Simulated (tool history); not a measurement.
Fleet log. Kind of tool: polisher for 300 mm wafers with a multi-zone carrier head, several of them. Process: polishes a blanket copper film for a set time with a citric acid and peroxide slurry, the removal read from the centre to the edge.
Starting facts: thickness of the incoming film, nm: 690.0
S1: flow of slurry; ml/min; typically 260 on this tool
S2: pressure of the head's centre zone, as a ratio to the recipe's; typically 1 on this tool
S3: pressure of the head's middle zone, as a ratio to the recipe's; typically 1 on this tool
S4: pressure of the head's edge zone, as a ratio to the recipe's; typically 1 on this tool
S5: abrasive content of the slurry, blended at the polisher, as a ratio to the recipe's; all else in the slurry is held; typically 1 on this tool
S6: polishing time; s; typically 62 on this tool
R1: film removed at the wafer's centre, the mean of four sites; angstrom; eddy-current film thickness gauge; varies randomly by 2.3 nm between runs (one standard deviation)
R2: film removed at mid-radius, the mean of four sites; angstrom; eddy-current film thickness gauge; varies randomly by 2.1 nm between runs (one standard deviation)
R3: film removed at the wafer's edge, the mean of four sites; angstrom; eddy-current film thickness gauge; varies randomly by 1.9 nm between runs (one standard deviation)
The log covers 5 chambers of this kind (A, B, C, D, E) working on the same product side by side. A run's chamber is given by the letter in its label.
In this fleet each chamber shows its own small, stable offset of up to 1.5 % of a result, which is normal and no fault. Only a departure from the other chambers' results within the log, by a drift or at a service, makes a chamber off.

{"hour": 5.3, "done": "chamber D: slurry nozzle cleaned"}
{"run": "1A", "hour": 6.2, "S1": 260, "S2": 1, "S3": 1, "S4": 1, "S5": 1, "S6": 62, "R1": 2156.1, "R2": 2167.4, "R3": 2218.1}
{"hour": 9.9, "done": "chamber B: worn pad replaced by a new one"}
{"run": "2B", "hour": 10.1, "S1": 260, "S2": 1, "S3": 1, "S4": 1, "S5": 1, "S6": 62, "R1": 2251.5, "R2": 2221.9, "R3": 2208.7}
{"run": "3D", "hour": 18.8, "S1": 260, "S2": 1, "S3": 1, "S4": 1, "S5": 1, "S6": 62, "R1": 2207, "R2": 2235.5, "R3": 2232.3}
{"hour": 20.1, "done": "chamber C: worn pad replaced by a new one"}
{"hour": 22.2, "done": "chamber B: centre zone pressure recalibrated"}
{"run": "4C", "hour": 25.5, "S1": 260, "S2": 1, "S3": 1, "S4": 1, "S5": 1, "S6": 62, "R1": 2155.5, "R2": 2200.9, "R3": 2249.8}
{"hour": 27.0, "done": "chamber A: slurry nozzle cleaned"}
{"run": "5E", "hour": 30.9, "S1": 260, "S2": 1, "S3": 1, "S4": 1, "S5": 1, "S6": 62, "R1": 2247, "R2": 2215, "R3": 2224.6}
{"run": "6B", "hour": 39.4, "S1": 260, "S2": 1, "S3": 1, "S4": 1, "S5": 1, "S6": 62, "R1": 2243.5, "R2": 2204.3, "R3": 2216.7}
{"hour": 44.1, "done": "chamber E: worn pad replaced by a new one"}
{"run": "7E", "hour": 47.6, "S1": 260, "S2": 1, "S3": 1, "S4": 1, "S5": 1, "S6": 62, "R1": 2170.9, "R2": 2211.2, "R3": 2162.7}
{"run": "8A", "hour": 53.4, "S1": 260, "S2": 1.07, "S3": 1, "S4": 1, "S5": 1, "S6": 62, "R1": 2344.6, "R2": 2230.8, "R3": 2216.8}
{"hour": 54.9, "done": "chamber B: slurry nozzle cleaned"}
{"hour": 57.5, "done": "chamber D: worn pad replaced by a new one"}
{"run": "9C", "hour": 58.5, "S1": 260, "S2": 1.07, "S3": 1, "S4": 1, "S5": 1, "S6": 62, "R1": 2395.6, "R2": 2178.9, "R3": 2249.8}
{"hour": 58.7, "done": "chamber B: worn pad replaced by a new one"}
{"run": "10D", "hour": 64.1, "S1": 260, "S2": 1.07, "S3": 1, "S4": 1, "S5": 1, "S6": 62, "R1": 2394.3, "R2": 2192.6, "R3": 2210.8}
{"hour": 70.1, "done": "chamber A: worn pad replaced by a new one"}
{"run": "11B", "hour": 71.0, "S1": 260, "S2": 1.07, "S3": 1, "S4": 1, "S5": 1, "S6": 62, "R1": 2421.6, "R2": 2219.2, "R3": 2219.5}
{"run": "12D", "hour": 76.4, "S1": 260, "S2": 1.07, "S3": 1, "S4": 1, "S5": 1, "S6": 62, "R1": 2381.8, "R2": 2219.6, "R3": 2240.6}
{"run": "13A", "hour": 82.6, "S1": 260, "S2": 1, "S3": 1.1, "S4": 1, "S5": 0.85, "S6": 62, "R1": 2075.6, "R2": 2321.2, "R3": 2115.9}
{"hour": 86.2, "done": "chamber D: centre zone pressure recalibrated"}
{"run": "14E", "hour": 89.5, "S1": 260, "S2": 1, "S3": 1.1, "S4": 1, "S5": 0.85, "S6": 62, "R1": 2157.8, "R2": 2307.4, "R3": 2138}
{"hour": 95.9, "done": "chamber E: worn pad replaced by a new one"}
{"run": "15C", "hour": 97.8, "S1": 260, "S2": 1, "S3": 1.1, "S4": 1, "S5": 0.85, "S6": 62, "R1": 2095.6, "R2": 2321.1, "R3": 2156}
{"run": "16E", "hour": 101.9, "S1": 260, "S2": 1, "S3": 1.1, "S4": 1, "S5": 0.85, "S6": 62, "R1": 2117.6, "R2": 2319.1, "R3": 2074.6}
{"run": "17C", "hour": 110.7, "S1": 260, "S2": 1, "S3": 1.1, "S4": 1, "S5": 0.85, "S6": 62, "R1": 2109, "R2": 2348.1, "R3": 2147}
{"hour": 112.0, "done": "chamber B: worn pad replaced by a new one"}
{"run": "18B", "hour": 119.0, "S1": 260, "S2": 1, "S3": 1, "S4": 1, "S5": 1, "S6": 45, "R1": 1593.5, "R2": 1640.9, "R3": 1604.6}
{"run": "19D", "hour": 122.9, "S1": 260, "S2": 1, "S3": 1, "S4": 1, "S5": 1, "S6": 45, "R1": 1721.6, "R2": 1612, "R3": 1612}
{"hour": 125.1, "done": "chamber C: worn pad replaced by a new one"}
{"run": "20A", "hour": 128.6, "S1": 260, "S2": 1, "S3": 1, "S4": 1, "S5": 1, "S6": 45, "R1": 1559.5, "R2": 1577.8, "R3": 1605}
{"run": "21A", "hour": 133.6, "S1": 260, "S2": 1, "S3": 1, "S4": 1, "S5": 1, "S6": 45, "R1": 1559.9, "R2": 1599, "R3": 1603.4}
{"run": "22B", "hour": 138.9, "S1": 260, "S2": 1, "S3": 1, "S4": 1, "S5": 1, "S6": 45, "R1": 1634.8, "R2": 1625.4, "R3": 1611.2}
{"hour": 141.6, "done": "chamber E: worn pad replaced by a new one"}
{"run": "23D", "hour": 146.4, "S1": 260, "S2": 1, "S3": 1, "S4": 1, "S5": 1, "S6": 62, "R1": 2356.6, "R2": 2222, "R3": 2222.3}
{"hour": 153.3, "done": "chamber E: slurry nozzle cleaned"}
{"run": "24E", "hour": 154.7, "S1": 260, "S2": 1, "S3": 1, "S4": 1, "S5": 1, "S6": 62, "R1": 2200.3, "R2": 2185.6, "R3": 2184.1}
{"run": "25C", "hour": 161.5, "S1": 325, "S2": 1, "S3": 0.95, "S4": 1, "S5": 1, "S6": 62, "R1": 2287, "R2": 2152.9, "R3": 2309.1}
{"hour": 164.2, "done": "chamber B: worn pad replaced by a new one"}
{"run": "26A", "hour": 166.4, "S1": 325, "S2": 1, "S3": 0.95, "S4": 1, "S5": 1, "S6": 62, "R1": 2214.5, "R2": 2143.1, "R3": 2285.9}
{"run": "27B", "hour": 174.3, "S1": 325, "S2": 1, "S3": 0.95, "S4": 1, "S5": 1, "S6": 62, "R1": 2291.6, "R2": 2184.4, "R3": 2237.7}
{"hour": 175.4, "done": "chamber D: worn pad replaced by a new one"}
{"run": "28D", "hour": 179.2, "S1": 325, "S2": 1, "S3": 0.95, "S4": 1, "S5": 1, "S6": 62, "R1": 2413.7, "R2": 2184.5, "R3": 2254}
{"run": "29E", "hour": 185.6, "S1": 325, "S2": 1, "S3": 0.95, "S4": 1, "S5": 1, "S6": 62, "R1": 2271.6, "R2": 2167.3, "R3": 2226.4}
{"run": "30C", "hour": 190.5, "S1": 260, "S2": 1, "S3": 1, "S4": 1, "S5": 1, "S6": 62, "R1": 2173.1, "R2": 2235.3, "R3": 2213.8}
{"hour": 191.7, "done": "chamber E: worn pad replaced by a new one"}
{"hour": 192.7, "done": "chamber A: worn pad replaced by a new one"}
{"run": "31E", "hour": 198.9, "S1": 260, "S2": 1, "S3": 1, "S4": 1.1, "S5": 1, "S6": 62, "R1": 2162.8, "R2": 2209.9, "R3": 2320.5}
{"hour": 205.4, "done": "chamber A: edge zone pressure recalibrated"}
{"run": "32A", "hour": 206.7, "S1": 260, "S2": 1, "S3": 1, "S4": 1.1, "S5": 1, "S6": 62, "R1": 2171.6, "R2": 2199.9, "R3": 2299.5}
{"hour": 211.9, "done": "chamber B: worn pad replaced by a new one"}
{"run": "33B", "hour": 212.6, "S1": 260, "S2": 1, "S3": 1, "S4": 1.1, "S5": 1, "S6": 62, "R1": 2220.5, "R2": 2194.8, "R3": 2342.9}
{"run": "34C", "hour": 221.4, "S1": 260, "S2": 1, "S3": 1, "S4": 1.1, "S5": 1, "S6": 62, "R1": 2148.1, "R2": 2206.8, "R3": 2348.5}
{"run": "35D", "hour": 225.6, "S1": 260, "S2": 1, "S3": 1, "S4": 1.1, "S5": 1, "S6": 62, "R1": 2385.9, "R2": 2239.1, "R3": 2338.8}
{"run": "36D", "hour": 233.9, "S1": 260, "S2": 1, "S3": 1, "S4": 1, "S5": 1, "S6": 62, "R1": 2403.7, "R2": 2185.7, "R3": 2216.2}

Which is it: a chamber that has drifted or been left off by a service, a gauge drift common to all chambers, or only each chamber's usual small offset? If a chamber is off, name it and its likeliest cause.

Chamber D has stood off from the others ever since a service on it.
What lies behind it: centre zone's pressure above its setpoint, % = 8.06.

Which of the 4 candidates below, each the usual settings with something changed and its results left as question marks, puts chamber D back in line with what the other chambers give on the usual settings?
Allowed miss from the other chambers' usual-settings mean, per result, to count as in line: R1 81 angstrom; R2 73 angstrom; R3 67 angstrom
{"run": "37D-1", "hour": 240.3, "S1": 270, "S2": 1.11, "S3": 0.98, "S4": 0.96, "S5": 1, "S6": 63, "R1": "?", "R2": "?", "R3": "?"}
{"run": "37D-2", "hour": 240.3, "S1": 250, "S2": 0.89, "S3": 1.02, "S4": 1.04, "S5": 1, "S6": 61, "R1": "?", "R2": "?", "R3": "?"}
{"run": "37D-3", "hour": 240.3, "S1": 265, "S2": 1.06, "S3": 0.99, "S4": 0.98, "S5": 1, "S6": 63, "R1": "?", "R2": "?", "R3": "?"}
{"run": "37D-4", "hour": 240.3, "S1": 255, "S2": 0.94, "S3": 1.01, "S4": 1.02, "S5": 1, "S6": 61, "R1": "?", "R2": "?", "R3": "?"}

Mean of the other chambers on the usual settings: R1 2199.7 angstrom; R2 2208 angstrom; R3 2210.6 angstrom
run=37D-1 R1=2720.2 R2=2206.9 R3=2217.2
run=37D-2 R1=2044.1 R2=2199 R3=2221.4
run=37D-3 R1=2580.6 R2=2223.2 R3=2236.8
run=37D-4 R1=2177.9 R2=2183.9 R3=2203.1
It is 37D-4 that realigns the chamber with its peers.
